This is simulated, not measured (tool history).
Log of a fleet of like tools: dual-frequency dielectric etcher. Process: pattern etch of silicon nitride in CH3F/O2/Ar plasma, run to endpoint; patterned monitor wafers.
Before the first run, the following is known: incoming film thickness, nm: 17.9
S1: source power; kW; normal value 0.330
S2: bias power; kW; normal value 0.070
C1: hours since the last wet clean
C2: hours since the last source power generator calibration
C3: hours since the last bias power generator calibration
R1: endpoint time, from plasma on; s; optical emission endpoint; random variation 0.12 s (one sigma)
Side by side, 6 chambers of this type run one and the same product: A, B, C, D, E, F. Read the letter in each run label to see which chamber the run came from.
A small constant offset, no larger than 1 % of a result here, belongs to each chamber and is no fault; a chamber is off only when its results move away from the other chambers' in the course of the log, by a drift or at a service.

{"run": "1D", "hour": 9.4, "S1": 0.33, "S2": 0.07, "C1": 478.7, "C2": 2931.0, "C3": 1956.5, "R1": 28.028}
{"run": "2F", "hour": 14.9, "S1": 0.33, "S2": 0.07, "C1": 347.1, "C2": 3074.1, "C3": 133.6, "R1": 28.191}
{"run": "3B", "hour": 19.2, "S1": 0.33, "S2": 0.07, "C1": 601.0, "C2": 2846.6, "C3": 1387.1, "R1": 28.029}
{"run": "4C", "hour": 25.2, "S1": 0.33, "S2": 0.07, "C1": 108.6, "C2": 3530.6, "C3": 174.3, "R1": 28.217}
{"hour": 25.5, "done": "chamber D: wet clean of the chamber"}
{"run": "5E", "hour": 32.8, "S1": 0.33, "S2": 0.07, "C1": 96.0, "C2": 2063.0, "C3": 186.4, "R1": 27.884}
{"run": "6A", "hour": 40.0, "S1": 0.33, "S2": 0.07, "C1": 449.4, "C2": 3213.0, "C3": 398.0, "R1": 28.106}
{"run": "7C", "hour": 45.8, "S1": 0.33, "S2": 0.07, "C1": 129.2, "C2": 3551.2, "C3": 194.9, "R1": 28.146}
{"run": "8A", "hour": 50.6, "S1": 0.33, "S2": 0.07, "C1": 460.0, "C2": 3223.6, "C3": 408.6, "R1": 28.216}
{"run": "9B", "hour": 60.3, "S1": 0.33, "S2": 0.07, "C1": 642.1, "C2": 2887.7, "C3": 1428.2, "R1": 28.267}
{"run": "10E", "hour": 64.9, "S1": 0.33, "S2": 0.07, "C1": 128.1, "C2": 2095.1, "C3": 218.5, "R1": 27.847}
{"run": "11F", "hour": 72.5, "S1": 0.33, "S2": 0.07, "C1": 404.7, "C2": 3131.7, "C3": 191.2, "R1": 28.139}
{"run": "12D", "hour": 79.8, "S1": 0.33, "S2": 0.07, "C1": 54.3, "C2": 3001.4, "C3": 2026.9, "R1": 28.053}
{"run": "13B", "hour": 87.2, "S1": 0.33, "S2": 0.07, "C1": 669.0, "C2": 2914.6, "C3": 1455.1, "R1": 28.035}
{"run": "14A", "hour": 93.2, "S1": 0.33, "S2": 0.061, "C1": 502.6, "C2": 3266.2, "C3": 451.2, "R1": 29.685}
{"run": "15F", "hour": 99.8, "S1": 0.33, "S2": 0.061, "C1": 432.0, "C2": 3159.0, "C3": 218.5, "R1": 29.841}
{"run": "16E", "hour": 105.0, "S1": 0.33, "S2": 0.061, "C1": 168.2, "C2": 2135.2, "C3": 258.6, "R1": 29.509}
{"run": "17C", "hour": 114.9, "S1": 0.33, "S2": 0.061, "C1": 198.3, "C2": 3620.3, "C3": 264.0, "R1": 29.683}
{"run": "18D", "hour": 121.8, "S1": 0.33, "S2": 0.061, "C1": 96.3, "C2": 3043.4, "C3": 2068.9, "R1": 29.589}
{"hour": 123.7, "done": "chamber B: wet clean of the chamber"}
{"run": "19F", "hour": 128.3, "S1": 0.33, "S2": 0.061, "C1": 460.5, "C2": 3187.5, "C3": 247.0, "R1": 29.623}
{"run": "20B", "hour": 136.6, "S1": 0.33, "S2": 0.07, "C1": 13.0, "C2": 2964.0, "C3": 1504.5, "R1": 28.062}
{"run": "21E", "hour": 144.7, "S1": 0.33, "S2": 0.07, "C1": 207.9, "C2": 2174.9, "C3": 298.3, "R1": 27.906}
{"hour": 145.1, "done": "chamber A: wet clean of the chamber"}
{"run": "22A", "hour": 153.5, "S1": 0.33, "S2": 0.07, "C1": 8.4, "C2": 3326.5, "C3": 511.5, "R1": 29.497}
{"run": "23D", "hour": 163.0, "S1": 0.27, "S2": 0.086, "C1": 137.5, "C2": 3084.6, "C3": 2110.1, "R1": 28.384}
{"run": "24C", "hour": 171.5, "S1": 0.27, "S2": 0.086, "C1": 254.9, "C2": 3676.9, "C3": 320.6, "R1": 28.122}
{"run": "25D", "hour": 179.4, "S1": 0.27, "S2": 0.086, "C1": 153.9, "C2": 3101.0, "C3": 2126.5, "R1": 28.19}
{"run": "26C", "hour": 186.3, "S1": 0.27, "S2": 0.086, "C1": 269.7, "C2": 3691.7, "C3": 335.4, "R1": 28.328}
{"run": "27E", "hour": 194.9, "S1": 0.27, "S2": 0.086, "C1": 258.1, "C2": 2225.1, "C3": 348.5, "R1": 27.872}
{"hour": 196.5, "done": "chamber F: wet clean of the chamber"}
{"run": "28B", "hour": 202.2, "S1": 0.27, "S2": 0.086, "C1": 78.6, "C2": 3029.6, "C3": 1570.1, "R1": 28.07}
{"run": "29A", "hour": 209.8, "S1": 0.33, "S2": 0.07, "C1": 64.7, "C2": 3382.8, "C3": 567.8, "R1": 29.295}
{"run": "30F", "hour": 218.9, "S1": 0.33, "S2": 0.07, "C1": 22.4, "C2": 3278.1, "C3": 337.6, "R1": 28.074}
{"run": "31C", "hour": 226.8, "S1": 0.33, "S2": 0.07, "C1": 310.2, "C2": 3732.2, "C3": 375.9, "R1": 28.25}
{"run": "32D", "hour": 234.5, "S1": 0.33, "S2": 0.07, "C1": 209.0, "C2": 3156.1, "C3": 2181.6, "R1": 28.374}
{"run": "33E", "hour": 238.8, "S1": 0.33, "S2": 0.07, "C1": 302.0, "C2": 2269.0, "C3": 392.4, "R1": 27.939}
{"run": "34B", "hour": 248.5, "S1": 0.33, "S2": 0.07, "C1": 124.9, "C2": 3075.9, "C3": 1616.4, "R1": 28.163}
{"run": "35F", "hour": 257.0, "S1": 0.33, "S2": 0.07, "C1": 60.5, "C2": 3316.2, "C3": 375.7, "R1": 28.207}
{"run": "36A", "hour": 262.5, "S1": 0.33, "S2": 0.07, "C1": 117.4, "C2": 3435.5, "C3": 620.5, "R1": 29.533}
{"run": "37C", "hour": 271.3, "S1": 0.33, "S2": 0.07, "C1": 354.7, "C2": 3776.7, "C3": 420.4, "R1": 28.329}
{"run": "38B", "hour": 280.8, "S1": 0.33, "S2": 0.07, "C1": 157.2, "C2": 3108.2, "C3": 1648.7, "R1": 28.174}

Each of the 6 chambers runs these same settings next. Fill in every chamber's results:
{"run": "39A", "hour": 287.9, "S1": 0.28, "S2": 0.07, "R1": "?"}
{"run": "39B", "hour": 287.9, "S1": 0.28, "S2": 0.07, "R1": "?"}
{"run": "39C", "hour": 287.9, "S1": 0.28, "S2": 0.07, "R1": "?"}
{"run": "39D", "hour": 287.9, "S1": 0.28, "S2": 0.07, "R1": "?"}
{"run": "39E", "hour": 287.9, "S1": 0.28, "S2": 0.07, "R1": "?"}
{"run": "39F", "hour": 287.9, "S1": 0.28, "S2": 0.07, "R1": "?"}

run=39A R1=31.304
run=39B R1=29.746
run=39C R1=30.046
run=39D R1=29.884
run=39E R1=29.682
run=39F R1=30.309

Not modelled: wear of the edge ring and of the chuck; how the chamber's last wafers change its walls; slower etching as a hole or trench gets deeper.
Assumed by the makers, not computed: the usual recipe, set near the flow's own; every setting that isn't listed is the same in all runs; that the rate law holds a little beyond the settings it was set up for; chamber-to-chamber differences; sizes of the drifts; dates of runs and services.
